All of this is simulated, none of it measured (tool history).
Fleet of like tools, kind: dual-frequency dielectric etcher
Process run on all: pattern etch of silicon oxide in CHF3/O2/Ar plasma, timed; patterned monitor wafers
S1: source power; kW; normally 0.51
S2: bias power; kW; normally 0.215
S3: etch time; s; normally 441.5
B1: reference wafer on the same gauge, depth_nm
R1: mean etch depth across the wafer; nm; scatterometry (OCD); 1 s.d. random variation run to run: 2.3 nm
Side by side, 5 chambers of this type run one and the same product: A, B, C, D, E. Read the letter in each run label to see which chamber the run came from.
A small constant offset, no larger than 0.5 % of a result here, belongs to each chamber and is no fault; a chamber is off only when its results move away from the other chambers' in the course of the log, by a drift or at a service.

run 1E hour=6.2 | S1=0.51 S2=0.215 S3=441.5 | B1=792.84 | R1=876.21
run 2C hour=10.1 | S1=0.51 S2=0.215 S3=441.5 | B1=793.21 | R1=875.6
run 3B hour=14.9 | S1=0.51 S2=0.215 S3=441.5 | B1=792.85 | R1=867.03
run 4A hour=18.6 | S1=0.51 S2=0.215 S3=441.5 | B1=792.9 | R1=877.31
run 5D hour=22 | S1=0.45 S2=0.215 S3=441.5 | B1=792.5 | R1=837.8
run 6C hour=26 | S1=0.45 S2=0.215 S3=441.5 | B1=792.99 | R1=833.42
run 7A hour=30.9 | S1=0.45 S2=0.215 S3=441.5 | B1=793.31 | R1=835.68
run 8E hour=35 | S1=0.45 S2=0.215 S3=441.5 | B1=793.33 | R1=827.99
run 9B hour=40.8 | S1=0.45 S2=0.215 S3=441.5 | B1=793.21 | R1=831.58
run 10D hour=43.6 | S1=0.51 S2=0.215 S3=441.5 | B1=792.64 | R1=878.09
run 11C hour=47.6 | S1=0.4 S2=0.248 S3=441.5 | B1=792.83 | R1=841.96
run 12E hour=53.9 | S1=0.4 S2=0.248 S3=441.5 | B1=792.56 | R1=833.87
run 13A hour=59.9 | S1=0.4 S2=0.248 S3=441.5 | B1=792.71 | R1=836.56
run 14B hour=64.1 | S1=0.4 S2=0.248 S3=441.5 | B1=793.32 | R1=829.34
run 15D hour=67.6 | S1=0.4 S2=0.248 S3=441.5 | B1=793.48 | R1=846.19
run 16E hour=71.8 | S1=0.51 S2=0.215 S3=493.5 | B1=793.11 | R1=972.86
run 17B hour=77.3 | S1=0.51 S2=0.215 S3=493.5 | B1=792.78 | R1=972.68
run 18A hour=80.5 | S1=0.51 S2=0.215 S3=493.5 | B1=792.67 | R1=966.86
run 19C hour=85 | S1=0.51 S2=0.215 S3=493.5 | B1=792.73 | R1=976.65
run 20D hour=89.6 | S1=0.51 S2=0.215 S3=493.5 | B1=793.26 | R1=979.8
run 21C hour=93.4 | S1=0.51 S2=0.215 S3=441.5 | B1=793.58 | R1=878.08
run 22D hour=98.6 | S1=0.51 S2=0.183 S3=441.5 | B1=793.11 | R1=829.12
run 23B hour=101.8 | S1=0.51 S2=0.183 S3=441.5 | B1=793.59 | R1=823.91
run 24E hour=106.4 | S1=0.51 S2=0.183 S3=441.5 | B1=792.66 | R1=824.97
run 25A hour=110.4 | S1=0.51 S2=0.183 S3=441.5 | B1=793 | R1=819.41
run 26C hour=113.9 | S1=0.51 S2=0.183 S3=441.5 | B1=792.62 | R1=831.78
run 27A hour=117.9 | S1=0.51 S2=0.215 S3=441.5 | B1=792.3 | R1=866.26
run 28E hour=121.3 | S1=0.51 S2=0.215 S3=441.5 | B1=792.9 | R1=875.47
run 29D hour=127 | S1=0.51 S2=0.215 S3=441.5 | B1=793.28 | R1=876.77
run 30B hour=132.8 | S1=0.51 S2=0.215 S3=441.5 | B1=792.96 | R1=873.64
run 31E hour=138.3 | S1=0.51 S2=0.215 S3=441.5 | B1=792.25 | R1=873.94
run 32C hour=143.1 | S1=0.51 S2=0.215 S3=441.5 | B1=793.21 | R1=873.51
-- hour=149 chamber B: wet clean of the chamber
run 33D hour=149.4 | S1=0.51 S2=0.215 S3=441.5 | B1=793.05 | R1=876.44
run 34B hour=153.5 | S1=0.51 S2=0.215 S3=441.5 | B1=793.45 | R1=870.92
run 35A hour=156.4 | S1=0.51 S2=0.215 S3=441.5 | B1=793.21 | R1=858.58
run 36D hour=161.9 | S1=0.51 S2=0.215 S3=441.5 | B1=793.1 | R1=879.68

Is one chamber off against the others, does the gauge drift, or is nothing wrong? If a chamber is off, say which, and what the likeliest cause is.

It is chamber A that slowly wanders off from its peers.
Cause: source power that arrives under what is set, % = 4.85.
From this log alone, it may not be told apart from: etch rate under this chamber's usual, %; bias power that arrives under what is set, %.

Which of the 4 candidates below, each the usual settings with something changed and its results left as question marks, puts chamber A back in line with what the other chambers give on the usual settings?
Allowed miss from the other chambers' usual-settings mean, per result, to count as in line: R1 8 nm
run 37A-1 hour=166.5 | S1=0.51 S2=0.215 S3=450 | R1=?
run 37A-2 hour=166.5 | S1=0.51 S2=0.217 S3=455 | R1=?
run 37A-3 hour=166.5 | S1=0.51 S2=0.215 S3=425.5 | R1=?
run 37A-4 hour=166.5 | S1=0.51 S2=0.215 S3=433.5 | R1=?

Usual-settings mean across the other chambers: R1 873.75 nm
run=37A-1 R1=873.61
run=37A-2 R1=886.25
run=37A-3 R1=826.05
run=37A-4 R1=841.58
37A-1 puts the chamber back in line with the other chambers.

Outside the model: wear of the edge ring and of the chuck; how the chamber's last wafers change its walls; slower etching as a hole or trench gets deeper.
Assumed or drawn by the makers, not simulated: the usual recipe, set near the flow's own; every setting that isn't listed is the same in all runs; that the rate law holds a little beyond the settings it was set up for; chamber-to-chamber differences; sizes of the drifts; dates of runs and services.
